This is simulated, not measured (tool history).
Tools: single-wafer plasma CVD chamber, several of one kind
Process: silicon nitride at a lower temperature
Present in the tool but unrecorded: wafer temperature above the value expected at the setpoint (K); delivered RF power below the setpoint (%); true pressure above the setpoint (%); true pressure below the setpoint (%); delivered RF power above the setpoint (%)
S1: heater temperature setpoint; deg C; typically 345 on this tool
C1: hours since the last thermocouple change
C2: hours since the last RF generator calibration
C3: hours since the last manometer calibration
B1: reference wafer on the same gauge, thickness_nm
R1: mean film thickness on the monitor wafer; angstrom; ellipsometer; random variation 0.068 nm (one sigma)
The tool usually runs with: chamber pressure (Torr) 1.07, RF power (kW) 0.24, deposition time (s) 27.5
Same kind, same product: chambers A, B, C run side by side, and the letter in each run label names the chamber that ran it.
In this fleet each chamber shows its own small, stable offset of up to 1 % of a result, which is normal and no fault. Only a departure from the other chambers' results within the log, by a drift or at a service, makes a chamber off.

{"run": "1C", "hour": 16.2, "S1": 345, "chamber pressure (Torr)": 1.07, "RF power (kW)": 0.24, "deposition time (s)": 27.5, "C1": 552.6, "C2": 1590.5, "C3": 406.8, "B1": 21.699, "R1": 244.12}
{"run": "2B", "hour": 23.2, "S1": 345, "chamber pressure (Torr)": 1.07, "RF power (kW)": 0.24, "deposition time (s)": 27.5, "C1": 1242, "C2": 476.6, "C3": 701, "B1": 21.697, "R1": 246.62}
{"run": "3A", "hour": 36.9, "S1": 345, "chamber pressure (Torr)": 1.07, "RF power (kW)": 0.24, "deposition time (s)": 27.5, "C1": 1071.9, "C2": 1285.1, "C3": 1605.9, "B1": 21.705, "R1": 247.86}
{"run": "4B", "hour": 44.8, "S1": 345, "chamber pressure (Torr)": 1.07, "RF power (kW)": 0.24, "deposition time (s)": 27.5, "C1": 1263.6, "C2": 498.2, "C3": 722.6, "B1": 21.699, "R1": 247.3}
{"run": "5A", "hour": 52.4, "S1": 331, "chamber pressure (Torr)": 1.07, "RF power (kW)": 0.24, "deposition time (s)": 25.9, "C1": 1087.4, "C2": 1300.6, "C3": 1621.4, "B1": 21.688, "R1": 235.55}
{"run": "6C", "hour": 68.3, "S1": 331, "chamber pressure (Torr)": 1.07, "RF power (kW)": 0.24, "deposition time (s)": 25.9, "C1": 604.7, "C2": 1642.6, "C3": 458.9, "B1": 21.705, "R1": 232.02}
{"run": "7C", "hour": 79.0, "S1": 331, "chamber pressure (Torr)": 1.07, "RF power (kW)": 0.24, "deposition time (s)": 25.9, "C1": 615.4, "C2": 1653.3, "C3": 469.6, "B1": 21.701, "R1": 232.02}
{"run": "8B", "hour": 90.1, "S1": 345, "chamber pressure (Torr)": 1.07, "RF power (kW)": 0.24, "deposition time (s)": 27.5, "C1": 1308.9, "C2": 543.5, "C3": 767.9, "B1": 21.705, "R1": 245.4}
{"run": "9A", "hour": 102.9, "S1": 345, "chamber pressure (Torr)": 1.07, "RF power (kW)": 0.24, "deposition time (s)": 27.5, "C1": 1137.9, "C2": 1351.1, "C3": 1671.9, "B1": 21.71, "R1": 246.8}
{"run": "10B", "hour": 118.4, "S1": 345, "chamber pressure (Torr)": 1.07, "RF power (kW)": 0.24, "deposition time (s)": 27.5, "C1": 1337.2, "C2": 571.8, "C3": 796.2, "B1": 21.708, "R1": 244.16}
{"run": "11A", "hour": 127.7, "S1": 345, "chamber pressure (Torr)": 1.17, "RF power (kW)": 0.255, "deposition time (s)": 27.5, "C1": 1162.7, "C2": 1375.9, "C3": 1696.7, "B1": 21.718, "R1": 265.57}
{"run": "12C", "hour": 140.0, "S1": 345, "chamber pressure (Torr)": 1.17, "RF power (kW)": 0.255, "deposition time (s)": 27.5, "C1": 676.4, "C2": 1714.3, "C3": 530.6, "B1": 21.689, "R1": 263.79}
{"run": "13B", "hour": 155.5, "S1": 345, "chamber pressure (Torr)": 1.17, "RF power (kW)": 0.255, "deposition time (s)": 27.5, "C1": 1374.3, "C2": 608.9, "C3": 833.3, "B1": 21.699, "R1": 262.74}
{"run": "14A", "hour": 171.7, "S1": 345, "chamber pressure (Torr)": 1.07, "RF power (kW)": 0.24, "deposition time (s)": 27.5, "C1": 1206.7, "C2": 1419.9, "C3": 1740.7, "B1": 21.716, "R1": 248.07}
{"run": "15C", "hour": 186.9, "S1": 345, "chamber pressure (Torr)": 1.07, "RF power (kW)": 0.24, "deposition time (s)": 27.5, "C1": 723.3, "C2": 1761.2, "C3": 577.5, "B1": 21.69, "R1": 245.68}
{"run": "16A", "hour": 199.3, "S1": 345, "chamber pressure (Torr)": 1.07, "RF power (kW)": 0.24, "deposition time (s)": 27.5, "C1": 1234.3, "C2": 1447.5, "C3": 1768.3, "B1": 21.704, "R1": 248.18}
{"hour": 209.3, "done": "chamber C: RF generator calibrated"}
{"run": "17C", "hour": 211.0, "S1": 345, "chamber pressure (Torr)": 1.07, "RF power (kW)": 0.24, "deposition time (s)": 27.5, "C1": 747.4, "C2": 1.8, "C3": 601.6, "B1": 21.705, "R1": 245.46}
{"run": "18B", "hour": 225.6, "S1": 345, "chamber pressure (Torr)": 1.07, "RF power (kW)": 0.24, "deposition time (s)": 27.5, "C1": 1444.4, "C2": 679, "C3": 903.4, "B1": 21.699, "R1": 241.48}
{"run": "19C", "hour": 233.2, "S1": 345, "chamber pressure (Torr)": 1.07, "RF power (kW)": 0.24, "deposition time (s)": 27.5, "C1": 769.6, "C2": 24, "C3": 623.8, "B1": 21.706, "R1": 245.71}
{"run": "20B", "hour": 243.7, "S1": 345, "chamber pressure (Torr)": 1.07, "RF power (kW)": 0.24, "deposition time (s)": 27.5, "C1": 1462.5, "C2": 697.1, "C3": 921.5, "B1": 21.71, "R1": 240.8}
{"run": "21A", "hour": 252.8, "S1": 345, "chamber pressure (Torr)": 1.07, "RF power (kW)": 0.24, "deposition time (s)": 27.5, "C1": 1287.8, "C2": 1501, "C3": 1821.8, "B1": 21.706, "R1": 246.89}
{"run": "22B", "hour": 260.5, "S1": 345, "chamber pressure (Torr)": 1.07, "RF power (kW)": 0.24, "deposition time (s)": 27.5, "C1": 1479.3, "C2": 713.9, "C3": 938.3, "B1": 21.706, "R1": 239.56}
{"run": "23C", "hour": 272.5, "S1": 345, "chamber pressure (Torr)": 1.07, "RF power (kW)": 0.24, "deposition time (s)": 27.5, "C1": 808.9, "C2": 63.3, "C3": 663.1, "B1": 21.694, "R1": 243.75}
{"run": "24A", "hour": 281.6, "S1": 345, "chamber pressure (Torr)": 1.07, "RF power (kW)": 0.24, "deposition time (s)": 27.5, "C1": 1316.6, "C2": 1529.8, "C3": 1850.6, "B1": 21.701, "R1": 246.82}

What goes on in this fleet: one chamber off, a drifting gauge, or nothing beyond the chambers' own small offsets? Name the chamber and the cause, if any.

One chamber, B, drifts off from the rest bit by bit.
Likeliest cause: delivered RF power below the setpoint (%) = 4.35.
It could be hard to tell apart here from: true pressure below the setpoint (%).

Chamber B could run next with any of the 4 candidate recipes listed below; each alters the usual settings, and their results appear as question marks. Which one brings its results back in line with what the other chambers deliver on the usual settings?
To be in line, a result may differ from the other chambers' mean on the usual settings by at most: R1 2.4 angstrom
{"run": "25B-1", "hour": 293.2, "S1": 345, "chamber pressure (Torr)": 1.07, "RF power (kW)": 0.245, "deposition time (s)": 28, "R1": "?"}
{"run": "25B-2", "hour": 293.2, "S1": 345, "chamber pressure (Torr)": 1.08, "RF power (kW)": 0.24, "deposition time (s)": 27.8, "R1": "?"}
{"run": "25B-3", "hour": 293.2, "S1": 345, "chamber pressure (Torr)": 1.07, "RF power (kW)": 0.23, "deposition time (s)": 27.5, "R1": "?"}
{"run": "25B-4", "hour": 293.2, "S1": 345, "chamber pressure (Torr)": 1.02, "RF power (kW)": 0.24, "deposition time (s)": 27.5, "R1": "?"}

Usual-settings mean across the other chambers: R1 246.45 angstrom
run=25B-1 R1=247.15
run=25B-2 R1=242.48
run=25B-3 R1=231.74
run=25B-4 R1=235.67
Change 25B-1 lands the chamber within the allowed miss of the other chambers.
